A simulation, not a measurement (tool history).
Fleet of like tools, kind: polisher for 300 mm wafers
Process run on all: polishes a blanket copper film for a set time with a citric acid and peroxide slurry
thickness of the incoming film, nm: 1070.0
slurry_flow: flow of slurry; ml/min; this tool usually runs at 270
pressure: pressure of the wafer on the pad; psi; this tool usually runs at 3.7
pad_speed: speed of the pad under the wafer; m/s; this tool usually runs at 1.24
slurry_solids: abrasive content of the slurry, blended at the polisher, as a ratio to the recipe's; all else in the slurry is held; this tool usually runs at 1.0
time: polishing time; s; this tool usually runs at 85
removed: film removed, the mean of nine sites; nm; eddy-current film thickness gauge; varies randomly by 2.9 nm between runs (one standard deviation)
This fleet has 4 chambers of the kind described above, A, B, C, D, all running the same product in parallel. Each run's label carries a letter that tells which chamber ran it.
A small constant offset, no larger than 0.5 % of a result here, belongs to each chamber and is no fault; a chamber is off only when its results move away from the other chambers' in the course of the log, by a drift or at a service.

run,hour,slurry_flow,pressure,pad_speed,slurry_solids,time,removed
# hour 1.6: chamber D: slurry nozzle cleaned
# hour 4.1: chamber A: slurry blender recalibrated
1D,8.7,270,3.7,1.24,1.0,85,280.49
2C,19.2,270,3.7,1.24,1.0,85,280.77
3B,26.6,270,3.7,1.24,1.0,85,281.08
# hour 27.1: chamber D: worn pad replaced by a new one
# hour 35.5: chamber B: worn pad replaced by a new one
4A,36.3,270,3.7,1.24,1.0,85,285.10
# hour 38.3: chamber B: head pressure recalibrated
5D,42.4,270,4.2,1.24,1.0,85,314.66
6B,53.7,270,4.2,1.24,1.0,85,317.77
# hour 60.0: chamber C: worn pad replaced by a new one
7A,61.2,270,4.2,1.24,1.0,85,319.63
# hour 64.3: chamber A: worn pad replaced by a new one
8C,69.6,270,4.2,1.24,1.0,85,317.85
# hour 80.2: chamber B: slurry blender recalibrated
9B,81.2,270,3.7,1.24,1.0,85,278.81
10C,88.8,270,3.7,1.24,1.0,85,284.36
# hour 92.4: chamber D: head pressure recalibrated
11D,101.5,270,3.7,1.24,1.0,85,263.99
# hour 111.2: chamber D: worn pad replaced by a new one
12A,114.9,270,3.7,1.24,1.0,85,283.61
# hour 120.4: chamber B: worn pad replaced by a new one
# hour 122.3: chamber A: slurry nozzle cleaned
13C,127.6,270,3.7,1.24,1.0,85,282.52
# hour 136.5: chamber A: worn pad replaced by a new one
14A,139.3,270,3.7,1.24,1.0,85,289.64
# hour 147.8: chamber C: slurry nozzle cleaned
15D,148.9,270,3.7,1.24,1.0,85,262.73
# hour 155.2: chamber B: slurry nozzle cleaned
16B,157.5,270,4.4,1.24,0.7,85,312.55
17C,168.5,270,4.4,1.24,0.7,85,309.64
18A,179.3,270,4.4,1.24,0.7,85,305.75
19D,189.4,270,4.4,1.24,0.7,85,284.93
# hour 196.2: chamber D: worn pad replaced by a new one
20B,200.4,270,3.7,1.24,1.0,85,284.28
21C,208.0,270,3.7,1.24,1.0,85,278.00
# hour 212.0: chamber A: worn pad replaced by a new one
22B,216.6,270,3.7,1.24,1.0,85,279.03
23A,223.4,270,3.7,1.24,1.0,85,281.05
24D,231.6,270,3.7,1.24,1.0,85,261.14
25D,244.5,270,3.7,1.24,1.0,85,261.11
26A,252.2,270,3.7,1.24,1.0,85,280.63
# hour 262.3: chamber C: worn pad replaced by a new one
27C,263.2,270,3.7,1.24,1.0,85,276.32

Next, every chamber runs the same settings. What will each give?
28A,273.3,270,2.9,1.24,1.0,85,?
28B,273.3,270,2.9,1.24,1.0,85,?
28C,273.3,270,2.9,1.24,1.0,85,?
28D,273.3,270,2.9,1.24,1.0,85,?

run,removed
28A,220.09
28B,222.46
28C,218.70
28D,204.45
